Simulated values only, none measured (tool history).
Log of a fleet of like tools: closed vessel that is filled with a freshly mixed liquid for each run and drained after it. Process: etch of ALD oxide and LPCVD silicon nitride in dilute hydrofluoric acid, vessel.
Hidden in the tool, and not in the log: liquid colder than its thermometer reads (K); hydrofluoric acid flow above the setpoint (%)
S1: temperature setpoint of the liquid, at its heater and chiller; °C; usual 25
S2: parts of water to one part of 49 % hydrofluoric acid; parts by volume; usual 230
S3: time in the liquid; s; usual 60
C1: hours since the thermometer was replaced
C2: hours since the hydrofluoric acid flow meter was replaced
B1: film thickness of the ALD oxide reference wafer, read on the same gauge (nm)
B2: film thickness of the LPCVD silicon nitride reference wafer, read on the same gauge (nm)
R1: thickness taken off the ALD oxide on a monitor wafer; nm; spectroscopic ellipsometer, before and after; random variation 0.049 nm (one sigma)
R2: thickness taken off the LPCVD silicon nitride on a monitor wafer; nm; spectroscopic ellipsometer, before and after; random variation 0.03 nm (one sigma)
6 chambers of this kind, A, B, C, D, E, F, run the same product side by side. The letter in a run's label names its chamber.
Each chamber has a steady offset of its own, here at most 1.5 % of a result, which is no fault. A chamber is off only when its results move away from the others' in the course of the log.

run   hour  S1   S2  S3      C1      C2      B1      B2      R1        R2
 1D    7.0  25  230  60   611.1  1354.2  59.964  49.996  5.3343  0.183880
 2A   11.3  25  230  60  1665.1   430.3  60.047  50.004  5.4005  0.206650
 3B   16.1  25  230  60  1106.9   136.5  59.996  50.032  5.3598  0.079390
 4C   19.9  25  230  60  2143.2   747.5  59.998  49.984  5.3520  0.122960
 5F   24.1  25  230  60   670.4   349.8  59.984  50.000  5.2648  0.161800
      24.5  -- chamber E: thermometer replaced
 6E   31.9  25  230  60     7.4  1651.2  59.956  49.986  5.3153  0.131420
 7E   37.2  25  230  60    12.7  1656.5  59.959  50.006  5.2784  0.183730
 8C   44.1  25  230  60  2167.4   771.7  59.993  50.001  5.3104  0.170780
 9B   49.6  25  230  60  1140.4   170.0  59.961  49.990  5.3032  0.175740
10A   55.4  25  230  60  1709.2   474.4  59.977  50.007  5.3100  0.119520
11F   62.8  25  230  60   709.1   388.5  60.027  50.016  5.2421  0.135470
12D   67.8  25  230  60   671.9  1415.0  59.990  50.018  5.2943  0.212090
13E   71.5  25  230  60    47.0  1690.8  59.962  49.993  5.1779  0.125250
14F   77.2  25  230  60   723.5   402.9  59.987  50.000  5.2577  0.173020
15A   83.6  25  230  60  1737.4   502.6  59.985  50.017  5.2135  0.169740
16D   88.2  25  230  60   692.3  1435.4  59.961  49.982  5.2383  0.113460
17C   95.6  25  230  60  2218.9   823.2  59.991  49.993  5.2612  0.158350
18B  103.3  25  230  60  1194.1   223.7  60.012  49.988  5.2639  0.211930
19D  110.7  25  230  60   714.8  1457.9  59.944  49.993  5.3033  0.170080
20E  114.6  30  230  60    90.1  1733.9  60.023  49.990  6.2606  0.282790
21A  120.4  30  230  60  1774.2   539.4  60.042  50.003  6.5137  0.294950
22C  126.4  30  230  60  2249.7   854.0  59.992  50.012  6.2965  0.270830
23B  134.0  30  230  60  1224.8   254.4  60.017  49.997  6.3010  0.229740
24F  138.5  30  230  60   784.8   464.2  60.026  49.993  6.2090  0.268530
25A  144.3  30  230  60  1798.1   563.3  60.031  50.004  6.7053  0.222420
26C  148.6  25  230  60  2271.9   876.2  60.036  49.992  5.2718  0.107850
     150.0  -- chamber E: hydrofluoric acid flow meter replaced
27E  155.2  25  230  60   130.7     5.3  59.952  49.982  5.2452  0.173490
28D  160.8  25  230  60   764.9  1508.0  60.029  50.009  5.2905  0.174520
29F  168.0  25  230  60   814.3   493.7  59.965  49.996  5.2517  0.168660
30B  172.2  25  230  60  1263.0   292.6  59.992  49.971  5.2861  0.174870
31D  176.8  25  230  60   780.9  1524.0  60.004  50.005  5.3118  0.131710
32C  181.8  25  230  60  2305.1   909.4  60.008  49.992  5.1811  0.144370
     185.0  -- chamber F: hydrofluoric acid flow meter replaced
33E  188.4  25  230  60   163.9    38.5  59.967  49.987  5.3381  0.142400
34F  194.2  25  230  60   840.5     9.3  60.018  50.008  5.2622  0.175970
35A  202.2  25  230  60  1856.0   621.2  60.024  50.007  5.9299  0.130250
     203.7  -- chamber B: thermometer replaced
36B  207.7  25  230  60     4.1   328.1  59.980  50.014  5.3730  0.153280
37F  214.7  25  230  60   861.0    29.8  59.985  50.002  5.2940  0.168420

What goes on in this fleet: one chamber off, a drifting gauge, or nothing beyond the chambers' own small offsets? Name the chamber and the cause, if any.

Chamber A drifts away from the others.
Cause: hydrofluoric acid flow above the setpoint (%) = 9.4.

Here are 4 candidates for chamber A's next run, each the usual settings with a change, their results left as question marks. Which one brings its results back in line with what the others give on the usual settings?
In line means no further than this from the other chambers' mean on the usual settings: R1 0.1700 nm; R2 0.110000 nm
38A-1  220.5  26.0  260  60                   ?   ?
38A-2  220.5  24.5  220  60                   ?   ?
38A-3  220.5  25.5  240  60                   ?   ?
38A-4  220.5  24.0  200  60                   ?   ?

The other chambers' mean on the usual settings: R1 5.2695 nm; R2 0.151470 nm
  run      R1        R2
38A-1  5.2999  0.167590
38A-2  6.1760  0.180590
38A-3  5.7534  0.176110
38A-4  6.8026  0.192340
38A-1 brings the chamber back in line.

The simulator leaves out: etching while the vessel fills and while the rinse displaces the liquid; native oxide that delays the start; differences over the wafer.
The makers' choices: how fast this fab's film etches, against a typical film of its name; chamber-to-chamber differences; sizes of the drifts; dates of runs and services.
